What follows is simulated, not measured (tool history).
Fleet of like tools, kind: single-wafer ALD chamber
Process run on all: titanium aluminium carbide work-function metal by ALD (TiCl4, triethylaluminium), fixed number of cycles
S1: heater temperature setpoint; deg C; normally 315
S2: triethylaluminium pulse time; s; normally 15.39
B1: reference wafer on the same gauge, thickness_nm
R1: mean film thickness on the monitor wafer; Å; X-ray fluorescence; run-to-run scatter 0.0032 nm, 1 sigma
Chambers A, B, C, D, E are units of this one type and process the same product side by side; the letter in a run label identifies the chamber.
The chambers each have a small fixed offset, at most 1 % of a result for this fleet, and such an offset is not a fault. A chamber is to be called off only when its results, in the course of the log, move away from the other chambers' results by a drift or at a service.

run,hour,S1,S2,B1,R1
1A,5.5,315,15.39,2.6004,21.754
2E,15.5,315,15.39,2.6012,21.965
3C,24.7,315,15.39,2.6010,21.858
4B,36.3,315,15.39,2.6034,21.750
5D,43.0,315,15.39,2.6030,21.934
6B,55.1,315,15.39,2.6030,21.803
7E,66.3,306,19.56,2.6035,21.221
8A,75.8,306,19.56,2.6046,21.070
9C,84.7,306,19.56,2.6052,21.189
10D,90.1,306,19.56,2.6050,21.172
11B,101.1,306,19.56,2.6043,21.065
12E,107.9,315,15.39,2.6062,21.963
13A,114.4,315,15.39,2.6074,21.822
14D,123.7,315,15.39,2.6063,21.906
15C,130.3,315,15.39,2.6064,21.903
# hour 130.8: chamber A: triethylaluminium bottle replaced
16E,141.9,315,15.39,2.6079,21.998
17D,151.1,315,15.39,2.6079,21.959
18A,157.6,315,15.39,2.6092,21.868
19C,168.3,315,15.39,2.6094,21.986
# hour 169.4: chamber E: triethylaluminium bottle replaced
20B,178.6,315,15.39,2.6095,21.833
21C,189.3,315,9.85,2.6104,21.374
# hour 191.2: chamber B: triethylaluminium bottle replaced
22B,197.3,315,9.85,2.6105,21.185
23D,206.5,315,9.85,2.6108,21.348
24A,212.8,315,9.85,2.6114,21.204
25E,225.0,315,9.85,2.6134,21.488
26D,232.3,315,20.28,2.6127,22.087
27A,243.0,315,20.28,2.6134,21.930
28B,253.1,315,20.28,2.6141,21.932
29E,265.1,315,20.28,2.6146,22.203
30C,276.6,315,20.28,2.6154,22.068

Is one chamber out of step, is the gauge drifting, or do the chambers differ by no more than their own small offsets? For an off chamber, give its letter and the likeliest cause.

No chamber is off; the gauge reading every chamber's wafers drifts, which makes the whole fleet appear to move together.
Most likely cause: gauge reads high (%) = 0.609.

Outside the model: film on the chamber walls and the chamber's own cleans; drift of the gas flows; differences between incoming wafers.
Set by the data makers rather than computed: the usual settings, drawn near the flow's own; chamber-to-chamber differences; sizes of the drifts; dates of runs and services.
